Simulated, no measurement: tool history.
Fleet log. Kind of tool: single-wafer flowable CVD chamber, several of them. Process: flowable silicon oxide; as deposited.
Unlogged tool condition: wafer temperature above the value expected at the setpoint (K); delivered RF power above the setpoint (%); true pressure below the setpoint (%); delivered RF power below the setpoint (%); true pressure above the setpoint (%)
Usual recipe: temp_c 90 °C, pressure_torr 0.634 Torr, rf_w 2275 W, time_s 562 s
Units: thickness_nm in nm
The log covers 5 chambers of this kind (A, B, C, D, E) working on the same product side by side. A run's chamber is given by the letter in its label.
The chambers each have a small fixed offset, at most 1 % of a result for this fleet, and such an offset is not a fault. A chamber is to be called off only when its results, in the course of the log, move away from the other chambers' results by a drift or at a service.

| run | hour | temp_c | pressure_torr | rf_w | time_s | hours since the last thermocouple change | hours since the last RF generator calibration | hours since the last manometer calibration | read-back reference wafer on the same gauge, thickness_nm | thickness_nm |
|---|---|---|---|---|---|---|---|---|---|---|
| 1E | 12.5 | 90 | 0.634 | 2275 | 562 | 799.4 | 1389.5 | 1783.8 | 319.03 | 356.06 |
| 2A | 22.9 | 90 | 0.634 | 2275 | 562 | 809 | 1098.5 | 437.1 | 319.22 | 358.35 |
| 3C | 35.6 | 90 | 0.634 | 2275 | 562 | 1588 | 298.6 | 604.8 | 319.03 | 357.09 |
| 4B | 43.3 | 90 | 0.634 | 2275 | 562 | 194 | 241.5 | 1249.1 | 318.95 | 353.03 |
| 5D | 51.1 | 90 | 0.634 | 2275 | 562 | 282 | 888.3 | 1328.8 | 318.85 | 356.56 |
| 6E | 60.2 | 90 | 0.634 | 2275 | 562 | 847.1 | 1437.2 | 1831.5 | 319.15 | 356.43 |
|  | 63.5 | chamber B: capacitance manometer re-zeroed and calibrated |
| 7B | 69 | 90 | 0.634 | 2275 | 562 | 219.7 | 267.2 | 5.5 | 319.06 | 354.71 |
| 8C | 76.3 | 90 | 0.634 | 2275 | 562 | 1628.7 | 339.3 | 645.5 | 319.14 | 356.88 |
| 9A | 85.1 | 90 | 0.634 | 2275 | 562 | 871.2 | 1160.7 | 499.3 | 319.06 | 354.7 |
| 10D | 93.9 | 90 | 0.634 | 2275 | 562 | 324.8 | 931.1 | 1371.6 | 319.19 | 359.12 |
| 11E | 106.4 | 90 | 0.634 | 2275 | 562 | 893.3 | 1483.4 | 1877.7 | 318.91 | 353.93 |
| 12D | 118.4 | 90 | 0.634 | 2275 | 562 | 349.3 | 955.6 | 1396.1 | 318.77 | 357.83 |
| 13B | 130.1 | 90 | 0.634 | 2275 | 562 | 280.8 | 328.3 | 66.6 | 319.16 | 351.7 |
| 14A | 139.3 | 90 | 0.634 | 2275 | 562 | 925.4 | 1214.9 | 553.5 | 318.98 | 355.93 |
| 15C | 152.1 | 90 | 0.634 | 2275 | 562 | 1704.5 | 415.1 | 721.3 | 318.92 | 357.71 |
| 16D | 162.1 | 90 | 0.634 | 2275 | 562 | 393 | 999.3 | 1439.8 | 319.06 | 357.96 |
| 17A | 174.3 | 90 | 0.634 | 2275 | 562 | 960.4 | 1249.9 | 588.5 | 319.05 | 358.78 |
| 18E | 185.3 | 90 | 0.634 | 2275 | 562 | 972.2 | 1562.3 | 1956.6 | 319.07 | 346.85 |
| 19B | 195.6 | 90 | 0.634 | 2275 | 562 | 346.3 | 393.8 | 132.1 | 319.01 | 353.17 |
| 20C | 203.9 | 90 | 0.634 | 2275 | 562 | 1756.3 | 466.9 | 773.1 | 318.86 | 355.67 |
| 21D | 211.2 | 90 | 0.634 | 2275 | 562 | 442.1 | 1048.4 | 1488.9 | 318.79 | 356.78 |
| 22A | 221.6 | 90 | 0.634 | 2275 | 562 | 1007.7 | 1297.2 | 635.8 | 318.96 | 354.91 |
| 23B | 230.8 | 90 | 0.634 | 2275 | 562 | 381.5 | 429 | 167.3 | 319.1 | 353.17 |
| 24E | 239.7 | 90 | 0.634 | 2275 | 562 | 1026.6 | 1616.7 | 2011 | 319.16 | 348.82 |
| 25C | 252.2 | 90 | 0.634 | 2275 | 562 | 1804.6 | 515.2 | 821.4 | 319.12 | 357.7 |
| 26D | 258.6 | 90 | 0.634 | 2275 | 562 | 489.5 | 1095.8 | 1536.3 | 318.89 | 354.97 |
| 27C | 271.1 | 90 | 0.634 | 2275 | 562 | 1823.5 | 534.1 | 840.3 | 318.91 | 357.19 |
| 28A | 282.9 | 90 | 0.634 | 2275 | 562 | 1069 | 1358.5 | 697.1 | 319.03 | 359.55 |
| 29E | 289.5 | 90 | 0.497 | 2275 | 519 | 1076.4 | 1666.5 | 2060.8 | 319.24 | 228.14 |
| 30B | 295.9 | 90 | 0.497 | 2275 | 519 | 446.6 | 494.1 | 232.4 | 318.92 | 230.86 |

Read the log: is a single chamber off, either drifting away or since a service, is the gauge that measures every chamber drifting, or is nothing wrong beyond small per-chamber offsets? Name any odd chamber and what most likely caused it.

Little by little, chamber E moves away from the other chambers.
Likeliest cause: wafer temperature above the value expected at the setpoint (K) = 0.824.
It could be hard to tell apart here from: true pressure below the setpoint (%).

Chamber E could run next with any of the 4 candidate recipes listed below; each alters the usual settings, and their results appear as question marks. Which one brings its results back in line with what the other chambers deliver on the usual settings?
Counts as in line when no further than this from what the other chambers average on the usual settings: thickness_nm 4.3 nm
| 31E-1 | 305.1 | 90 | 0.632 | 2275 | 561 |  |  |  |  | ? |
| 31E-2 | 305.1 | 90 | 0.634 | 2275 | 579 |  |  |  |  | ? |
| 31E-3 | 305.1 | 90 | 0.634 | 2275 | 545 |  |  |  |  | ? |
| 31E-4 | 305.1 | 90 | 0.634 | 2390 | 562 |  |  |  |  | ? |

Average result of the remaining chambers running the usual settings: thickness_nm 356.24 nm
| run | thickness_nm |
|---|---|
| 31E-1 | 343.58 |
| 31E-2 | 356.11 |
| 31E-3 | 335.2 |
| 31E-4 | 348.12 |
31E-2 is the one that brings the chamber's results back in line with the other chambers.
